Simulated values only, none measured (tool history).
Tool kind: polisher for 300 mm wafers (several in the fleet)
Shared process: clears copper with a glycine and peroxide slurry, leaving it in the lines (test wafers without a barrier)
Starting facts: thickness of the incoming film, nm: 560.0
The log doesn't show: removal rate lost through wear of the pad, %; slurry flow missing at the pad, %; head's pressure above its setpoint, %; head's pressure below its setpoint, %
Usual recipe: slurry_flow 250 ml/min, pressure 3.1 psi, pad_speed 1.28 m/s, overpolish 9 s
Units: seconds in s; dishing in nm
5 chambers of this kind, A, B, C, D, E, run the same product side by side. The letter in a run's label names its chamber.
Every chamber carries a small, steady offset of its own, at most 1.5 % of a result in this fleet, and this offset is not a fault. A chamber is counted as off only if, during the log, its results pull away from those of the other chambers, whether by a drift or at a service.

run,hour,slurry_flow,pressure,pad_speed,overpolish,wafers polished on this pad,hours since the slurry nozzle was cleaned,hours since the head pressure was calibrated,seconds,dishing
# hour 7.9: chamber C: worn pad replaced by a new one
1B,13.8,250,3.1,1.28,9,1040,36.3,373.6,76.265,46.294
# hour 15.1: chamber D: worn pad replaced by a new one
# hour 24.7: chamber D: slurry nozzle cleaned
2A,24.9,250,3.1,1.28,9,829,316.8,553,78.748,46.121
3E,35.9,250,3.1,1.28,9,1357,415.4,62.4,75.953,44.999
# hour 38.2: chamber E: worn pad replaced by a new one
4C,45.5,250,3.1,1.28,9,520,646.5,275.9,77.574,46.108
# hour 59.2: chamber A: worn pad replaced by a new one
5D,59.4,250,3.1,1.28,9,613,34.8,1262.4,76.763,46.687
6B,72.1,250,3.1,1.28,9,1846,94.6,431.9,75.734,45.736
7A,80,250,3.1,1.28,9,288,371.9,608.1,75.52,45.652
8D,91.5,250,2.3,1.28,9,1057,66.9,1294.5,99.043,37.735
# hour 101.2: chamber D: worn pad replaced by a new one
9E,105.3,250,2.3,1.28,9,928,484.8,131.8,96.359,37.234
# hour 108.2: chamber C: worn pad replaced by a new one
10C,119.9,250,2.3,1.28,9,162,720.9,350.3,98.494,36.795
# hour 126.7: chamber E: worn pad replaced by a new one
11B,133.6,250,2.3,1.28,9,2697,156.1,493.4,97.432,36.505
# hour 147.1: chamber A: worn pad replaced by a new one
12D,148.1,250,2.3,1.28,9,649,123.5,1351.1,101.42,36.737
13A,161.7,250,3.1,1.28,9,203,453.6,689.8,77.59,45.16
# hour 166.4: chamber A: head pressure recalibrated
14E,169.4,250,3.1,1.28,9,592,548.9,195.9,76.244,47.203
15C,178,250,3.1,1.28,9,966,779,408.4,76.566,44.825
# hour 188.5: chamber D: worn pad replaced by a new one
16B,189.6,250,2.7,1.28,7,3472,212.1,549.4,86.668,32.615
17A,205.3,250,2.7,1.28,7,806,497.2,38.9,88.439,31.996
# hour 207.6: chamber E: worn pad replaced by a new one
# hour 211.7: chamber C: worn pad replaced by a new one
18C,215.1,250,2.7,1.28,7,47,816.1,445.5,85.596,33.551
19D,222.1,250,2.7,1.28,7,465,197.5,1425.1,87.201,33.157
20E,238.3,250,2.7,1.28,7,426,617.8,264.8,82.456,33.138
# hour 239.8: chamber A: worn pad replaced by a new one
21E,246.8,250,2,1.28,9,543,626.3,273.3,106.36,33.295
# hour 249.9: chamber E: slurry nozzle cleaned
22D,255.3,250,2,1.28,9,924,230.7,1458.3,109.03,32.889
23C,262.8,250,2,1.28,9,707,863.8,493.2,107.6,32.4
# hour 264.3: chamber A: slurry nozzle cleaned
24A,276.9,250,2,1.28,9,513,12.6,110.5,111.85,32.629
# hour 277.7: chamber D: worn pad replaced by a new one
25B,291.1,250,2,1.28,9,4876,313.6,650.9,115.55,30.764
# hour 296: chamber C: worn pad replaced by a new one
26A,300.9,250,3.1,1.28,9,846,36.6,134.5,74.551,46.239
# hour 301.2: chamber E: worn pad replaced by a new one
# hour 308.9: chamber E: head pressure recalibrated
# hour 309.3: chamber D: head pressure recalibrated
27C,312.5,250,3.1,1.28,9,228,913.5,542.9,76.3,44.116
28D,319.6,250,3.1,1.66,9,579,295,10.4,61.302,54.602
# hour 320.1: chamber A: worn pad replaced by a new one
29B,328.5,250,3.1,1.66,9,5394,351,688.3,64.728,52.673
# hour 333.2: chamber B: slurry nozzle cleaned
30E,335.9,250,3.1,1.66,9,481,86.1,27,61.512,56.926
31D,350.9,250,3.1,1.66,9,1012,326.3,41.7,61.214,58.005
# hour 361.1: chamber C: slurry nozzle cleaned
# hour 363.5: chamber D: worn pad replaced by a new one
32E,366.9,250,3.1,1.66,9,910,117.1,58,59.542,55.217
33B,374.7,250,3.1,1.28,9,6033,41.5,734.5,79.354,43.984
34A,383.2,250,3.1,1.28,9,873,118.9,216.8,75.608,46.543
# hour 383.5: chamber C: worn pad replaced by a new one
35C,390.9,250,3.1,1.28,9,102,29.9,621.3,75.306,46.735
# hour 400.6: chamber E: worn pad replaced by a new one
36A,405.6,250,3.1,1.28,9,1182,141.3,239.2,78.398,45.945
37E,415.7,250,3.1,1.28,9,210,165.9,106.8,78.016,45.179
38B,428.5,250,3.1,1.28,9,6777,95.3,788.3,83.057,41.634
39D,443.4,250,3.1,1.28,9,1105,418.8,134.2,76.245,45.84
40C,451.4,250,3.1,1.28,9,939,90.4,681.8,73.896,49.342
41B,460.4,250,2.3,1.58,9,7219,127.2,820.2,86.694,39.846

Each of the 5 chambers runs these same settings next. Fill in every chamber's results:
42A,472.1,315,3.1,1.28,9,,,,?,?
42B,472.1,315,3.1,1.28,9,,,,?,?
42C,472.1,315,3.1,1.28,9,,,,?,?
42D,472.1,315,3.1,1.28,9,,,,?,?
42E,472.1,315,3.1,1.28,9,,,,?,?

run,seconds,dishing
42A,76.76,46.872
42B,80.821,41.639
42C,72.737,48.222
42D,75.747,49.639
42E,73.227,47.252
